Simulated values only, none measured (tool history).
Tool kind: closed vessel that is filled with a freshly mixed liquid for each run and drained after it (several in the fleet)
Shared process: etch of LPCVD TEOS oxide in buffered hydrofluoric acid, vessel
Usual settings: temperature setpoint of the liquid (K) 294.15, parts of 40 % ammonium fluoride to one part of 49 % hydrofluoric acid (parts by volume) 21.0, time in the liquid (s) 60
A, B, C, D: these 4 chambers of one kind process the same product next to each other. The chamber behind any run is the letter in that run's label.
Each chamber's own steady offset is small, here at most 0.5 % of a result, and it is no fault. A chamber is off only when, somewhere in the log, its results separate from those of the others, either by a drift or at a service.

run	hour	temperature setpoint of the liquid (K)	parts of 40 % ammonium fluoride to one part of 49 % hydrofluoric acid (parts by volume)	time in the liquid (s)	read-back film thickness of the LPCVD TEOS oxide reference wafer, read on the same gauge (nm)	thickness taken off the LPCVD TEOS oxide on a monitor wafer (Å)
1A	14.6	294.15	21.0	60	30.007	1330.80
2B	27.9	294.15	21.0	60	30.004	1327.00
3D	40.1	294.15	21.0	60	30.023	1331.40
# hour 43.2: chamber A: hydrofluoric acid flow meter replaced
4C	50.4	294.15	21.0	60	30.000	1338.10
5D	64.2	294.15	21.0	60	29.974	1342.60
6C	75.8	294.15	21.0	60	29.993	1333.80
7A	87.5	294.15	21.0	60	30.009	1340.70
8B	102.8	292.15	25.0	60	29.990	1046.40
9D	112.7	292.15	25.0	60	29.987	1054.90
10A	125.6	292.15	25.0	60	29.999	1057.20
# hour 135.1: chamber B: hydrofluoric acid flow meter replaced
11C	140.5	292.15	25.0	60	29.984	1055.50
12B	152.8	294.15	21.0	60	29.980	1333.10
13C	163.2	294.15	21.0	60	29.992	1331.40
14D	172.9	294.15	21.0	60	30.008	1328.60
15A	184.6	294.15	21.0	60	29.994	1334.70
16B	192.4	294.15	21.0	60	30.018	1333.60
17B	200.2	294.15	21.0	60	30.028	1323.80
18D	208.2	294.15	21.0	60	30.029	1333.90
19A	221.4	294.15	21.0	60	29.990	1320.80
20C	235.4	294.15	21.0	60	30.002	1323.90
21A	246.8	294.15	21.0	60	30.026	1326.90
22D	256.2	294.15	21.0	60	29.967	1338.80
23B	263.9	294.15	21.0	60	29.994	1328.00
24C	273.1	294.15	21.0	60	29.994	1330.30
25C	285.9	294.15	21.0	60	29.980	1334.80
26D	294.1	294.15	21.0	60	29.995	1340.10
27A	309.0	294.15	21.0	60	30.002	1327.20
28B	319.4	294.15	21.0	60	30.020	1333.90
29D	329.9	294.15	21.0	60	30.032	1329.60
30A	339.9	294.15	21.0	60	30.021	1326.20
31B	348.3	294.15	21.0	60	30.006	1331.70
32C	361.1	291.15	28.5	60	29.973	908.50
33A	373.1	291.15	28.5	60	30.002	906.17
# hour 379.6: chamber D: hydrofluoric acid flow meter replaced
34C	386.6	291.15	28.5	60	30.017	910.25
35B	399.2	291.15	28.5	60	29.997	906.64
36D	411.5	294.15	21.0	60	30.017	1330.30
37D	418.3	298.65	21.0	60	30.021	1715.50
38A	429.9	298.65	21.0	60	29.992	1704.80
39C	445.5	298.65	21.0	60	30.001	1714.60
40B	453.5	298.65	21.0	60	30.027	1708.90
41B	461.4	294.15	21.0	60	30.011	1323.40
42A	468.2	292.15	21.0	60	29.971	1187.10

One chamber off, gauge drift, or nothing amiss beyond the chambers' own small offsets? If it is a chamber, which one, and what is the likeliest cause?

No chamber stands off beyond its own small offset, and the gauge holds steady.

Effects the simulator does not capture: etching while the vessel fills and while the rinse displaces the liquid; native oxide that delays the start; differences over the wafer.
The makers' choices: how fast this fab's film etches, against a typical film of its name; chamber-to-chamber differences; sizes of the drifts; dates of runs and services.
